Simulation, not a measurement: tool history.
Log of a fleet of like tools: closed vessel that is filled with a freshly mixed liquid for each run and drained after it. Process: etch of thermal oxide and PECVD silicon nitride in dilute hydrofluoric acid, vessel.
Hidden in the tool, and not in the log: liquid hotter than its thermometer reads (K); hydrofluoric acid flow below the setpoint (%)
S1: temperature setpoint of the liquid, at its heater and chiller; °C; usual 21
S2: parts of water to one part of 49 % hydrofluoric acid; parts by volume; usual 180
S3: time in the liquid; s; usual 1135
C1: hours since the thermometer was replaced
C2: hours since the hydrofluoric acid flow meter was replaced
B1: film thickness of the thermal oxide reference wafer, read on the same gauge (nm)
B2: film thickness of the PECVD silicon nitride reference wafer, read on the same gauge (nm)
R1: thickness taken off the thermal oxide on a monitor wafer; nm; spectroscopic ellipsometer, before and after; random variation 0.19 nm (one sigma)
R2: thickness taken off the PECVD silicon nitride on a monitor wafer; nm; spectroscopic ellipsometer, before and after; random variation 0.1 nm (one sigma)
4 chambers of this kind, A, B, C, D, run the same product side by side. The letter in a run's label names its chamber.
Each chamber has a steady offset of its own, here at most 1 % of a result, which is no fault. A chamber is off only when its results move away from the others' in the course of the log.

Run 1A, hour 9.8: usual settings; C1 1973.1; C2 686.4; B1 79.957; B2 50.002. Result: R1 21.739 nm, R2 23.246 nm.
Run 2D, hour 17.5: usual settings; C1 536.4; C2 629.1; B1 79.986; B2 49.995. Result: R1 21.849 nm, R2 22.669 nm.
Run 3B, hour 27.2: usual settings; C1 52.1; C2 688; B1 80.014; B2 50.019. Result: R1 22.052 nm, R2 22.719 nm.
Run 4C, hour 36.3: usual settings; C1 915; C2 522.7; B1 80.013; B2 50.025. Result: R1 22.024 nm, R2 22.896 nm.
Run 5B, hour 45: usual settings; C1 69.9; C2 705.8; B1 79.992; B2 50.004. Result: R1 22.435 nm, R2 22.732 nm.
Run 6A, hour 56.6: usual settings; C1 2019.9; C2 733.2; B1 79.986; B2 50.014. Result: R1 21.85 nm, R2 23.102 nm.
Run 7D, hour 66.1: usual settings but S2 105 parts by volume; C1 585; C2 677.7; B1 79.972; B2 50.01. Result: R1 41.113 nm, R2 38.47 nm.
Run 8C, hour 72.5: usual settings but S2 105 parts by volume; C1 951.2; C2 558.9; B1 79.981; B2 50.031. Result: R1 41.83 nm, R2 39.393 nm.
Run 9B, hour 83.1: usual settings but S2 105 parts by volume; C1 108; C2 743.9; B1 80.034; B2 49.967. Result: R1 40.588 nm, R2 38.294 nm.
Run 10D, hour 91.7: usual settings but S2 105 parts by volume; C1 610.6; C2 703.3; B1 80.028; B2 50.001. Result: R1 40.57 nm, R2 38.72 nm.
Run 11A, hour 102.1: usual settings; C1 2065.4; C2 778.7; B1 79.992; B2 50. Result: R1 22.119 nm, R2 23.115 nm.
Run 12C, hour 107.9: usual settings; C1 986.6; C2 594.3; B1 79.99; B2 49.999. Result: R1 22.12 nm, R2 23.013 nm.
Run 13C, hour 120.4: usual settings; C1 999.1; C2 606.8; B1 80.013; B2 49.984. Result: R1 22.015 nm, R2 23.056 nm.
Run 14B, hour 132: usual settings; C1 156.9; C2 792.8; B1 80.024; B2 49.97. Result: R1 21.668 nm, R2 22.509 nm.
At hour 137: chamber D: thermometer replaced.
Run 15A, hour 140: usual settings; C1 2103.3; C2 816.6; B1 80.039; B2 49.985. Result: R1 21.996 nm, R2 23.027 nm.
Run 16D, hour 148.9: usual settings; C1 12; C2 760.5; B1 79.988; B2 49.934. Result: R1 22.274 nm, R2 22.963 nm.
Run 17A, hour 160.5: usual settings; C1 2123.8; C2 837.1; B1 80.014; B2 50.032. Result: R1 21.697 nm, R2 23.129 nm.
Run 18B, hour 173: usual settings; C1 197.9; C2 833.8; B1 79.998; B2 50.004. Result: R1 21.183 nm, R2 22.511 nm.
Run 19C, hour 180.5: usual settings; C1 1059.2; C2 666.9; B1 79.996; B2 49.979. Result: R1 22.014 nm, R2 23.07 nm.
Run 20D, hour 188: usual settings; C1 51.1; C2 799.6; B1 79.961; B2 50.011. Result: R1 21.975 nm, R2 22.722 nm.
Run 21D, hour 193.6: usual settings; C1 56.7; C2 805.2; B1 80.032; B2 50.048. Result: R1 22.101 nm, R2 22.672 nm.
Run 22A, hour 204: usual settings; C1 2167.3; C2 880.6; B1 80.023; B2 49.961. Result: R1 22.006 nm, R2 23.238 nm.
Run 23B, hour 213.8: usual settings; C1 238.7; C2 874.6; B1 80.01; B2 50.033. Result: R1 21.28 nm, R2 22.063 nm.
Run 24C, hour 226.2: usual settings; C1 1104.9; C2 712.6; B1 80.008; B2 50. Result: R1 22.493 nm, R2 23.092 nm.
Run 25D, hour 236.9: usual settings; C1 100; C2 848.5; B1 80.018; B2 50.015. Result: R1 22.061 nm, R2 22.769 nm.
Run 26A, hour 244.5: usual settings; C1 2207.8; C2 921.1; B1 79.923; B2 50.009. Result: R1 21.876 nm, R2 23.273 nm.
Run 27B, hour 250.4: usual settings; C1 275.3; C2 911.2; B1 80.014; B2 49.988. Result: R1 21.142 nm, R2 21.911 nm.
Run 28C, hour 258.6: usual settings; C1 1137.3; C2 745; B1 80.009; B2 50. Result: R1 22.227 nm, R2 23.022 nm.
Run 29B, hour 270.5: usual settings; C1 295.4; C2 931.3; B1 80.007; B2 49.952. Result: R1 20.991 nm, R2 21.636 nm.
Run 30C, hour 280.7: usual settings; C1 1159.4; C2 767.1; B1 79.973; B2 50.008. Result: R1 22.313 nm, R2 23.026 nm.

Next, every chamber runs the same settings. What will each give?
Run 31A, hour 290.1: usual settings but S1 17.5 °C. Result: R1 ?, R2 ?.
Run 31B, hour 290.1: usual settings but S1 17.5 °C. Result: R1 ?, R2 ?.
Run 31C, hour 290.1: usual settings but S1 17.5 °C. Result: R1 ?, R2 ?.
Run 31D, hour 290.1: usual settings but S1 17.5 °C. Result: R1 ?, R2 ?.

run      R1      R2
31A  19.246  18.315
31B  18.383  17.119
31C  19.149  18.221
31D  19.037  17.995

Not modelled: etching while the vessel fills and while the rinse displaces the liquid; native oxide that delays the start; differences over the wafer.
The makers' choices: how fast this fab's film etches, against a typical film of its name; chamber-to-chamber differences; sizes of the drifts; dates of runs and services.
